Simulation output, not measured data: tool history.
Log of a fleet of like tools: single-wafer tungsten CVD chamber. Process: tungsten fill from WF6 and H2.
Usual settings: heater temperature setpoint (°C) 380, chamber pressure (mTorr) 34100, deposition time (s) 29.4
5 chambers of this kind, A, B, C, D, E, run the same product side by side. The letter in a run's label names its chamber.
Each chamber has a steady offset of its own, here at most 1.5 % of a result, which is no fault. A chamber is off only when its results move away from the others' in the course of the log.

run   hour  heater temperature setpoint (°C)  chamber pressure (mTorr)  deposition time (s)  read-back reference wafer on the same gauge, thickness_nm  mean film thickness on the monitor wafer (Å)
 1D   11.5                               380                     34100                 29.4                                                     52.744                                        615.65
 2E   23.4                               380                     34100                 29.4                                                     52.754                                        624.27
      28.8  -- chamber E: thermocouple changed; heater temperature recalibrated
 3B   34.8                               380                     34100                 29.4                                                     52.807                                        618.69
 4A   40.6                               380                     34100                 29.4                                                     52.771                                        624.24
 5C   48.2                               380                     34100                 29.4                                                     52.747                                        612.06
 6B   58.4                               380                     34100                 29.4                                                     52.762                                        620.28
 7C   68.3                               380                     34100                 29.4                                                     52.842                                        613.82
 8D   80.6                               380                     34100                 29.4                                                     52.805                                        616.61
 9A   92.9                               380                     34100                 29.4                                                     52.713                                        620.27
10E  104.3                               380                     34100                 29.4                                                     52.762                                        614.63
11E    113                               380                     34100                 29.4                                                     52.768                                        618.87
12C  119.9                               380                     34100                 29.4                                                     52.743                                        614.58
13D  129.9                               380                     34100                 29.4                                                     52.773                                        600.11
14B  142.8                               380                     34100                 29.4                                                      52.85                                        618.41
15A  152.1                               380                     34100                 29.4                                                     52.682                                           624
16E  163.5                               380                     34100                 29.4                                                      52.83                                        626.09
17D  172.6                               380                     37100                 25.7                                                     52.856                                        545.76
18B  185.4                               380                     37100                 25.7                                                     52.853                                        566.68
19C  196.8                               380                     37100                 25.7                                                     52.819                                        559.75
20A  207.3                               380                     37100                 25.7                                                     52.785                                        559.69
21C  220.5                               380                     37100                 25.7                                                     52.784                                        559.89
22E  227.1                               380                     34100                 29.4                                                     52.744                                        627.29
23A  235.1                               380                     34100                 29.4                                                     52.841                                        616.07
24B  247.8                               380                     34100                 29.4                                                     52.774                                        621.92
25D  259.6                               380                     34100                 29.4                                                     52.807                                        579.19
26A  272.9                               380                     34100                 29.4                                                     52.808                                        617.22
27D  278.7                               380                     34100                 29.4                                                      52.86                                        585.47
28C  285.1                               380                     34100                 29.4                                                     52.813                                        615.58
29B  292.5                               380                     34100                 29.4                                                     52.825                                        619.23
30E  303.1                               380                     34100                 29.4                                                     52.723                                         617.4
31B  312.4                               380                     34100                 29.4                                                     52.879                                           626
32A  321.3                               380                     34100                 29.4                                                      52.74                                        618.39
33D  327.8                               380                     34100                 29.4                                                     52.806                                        580.61
34C  335.2                               380                     34100                 29.4                                                      52.82                                        620.42
35E  345.7                               380                     34100                 29.4                                                     52.808                                        619.74
36E  357.7                               380                     34100                 29.4                                                     52.773                                        616.02
37A  364.1                               380                     34100                 29.4                                                     52.818                                        618.77
38C  377.2                               380                     34100                 29.4                                                     52.727                                        619.32
39D  385.9                               380                     34100                 29.4                                                     52.759                                        574.25
40B  398.8                               380                     34100                 29.4                                                     52.773                                        621.45
41B  408.6                               380                     34100                 29.4                                                     52.799                                        618.11
42A  417.9                               393                     41800                 29.4                                                     52.734                                        891.76

All 5 chambers run these settings next. Forecast each chamber's results:
43A  427.5                               387                     34100                 29.4                                                                                                        ?
43B  427.5                               387                     34100                 29.4                                                                                                        ?
43C  427.5                               387                     34100                 29.4                                                                                                        ?
43D  427.5                               387                     34100                 29.4                                                                                                        ?
43E  427.5                               387                     34100                 29.4                                                                                                        ?

run  mean film thickness on the monitor wafer (Å)
43A                                        721.53
43B                                        713.89
43C                                           711
43D                                        650.38
43E                                        713.14

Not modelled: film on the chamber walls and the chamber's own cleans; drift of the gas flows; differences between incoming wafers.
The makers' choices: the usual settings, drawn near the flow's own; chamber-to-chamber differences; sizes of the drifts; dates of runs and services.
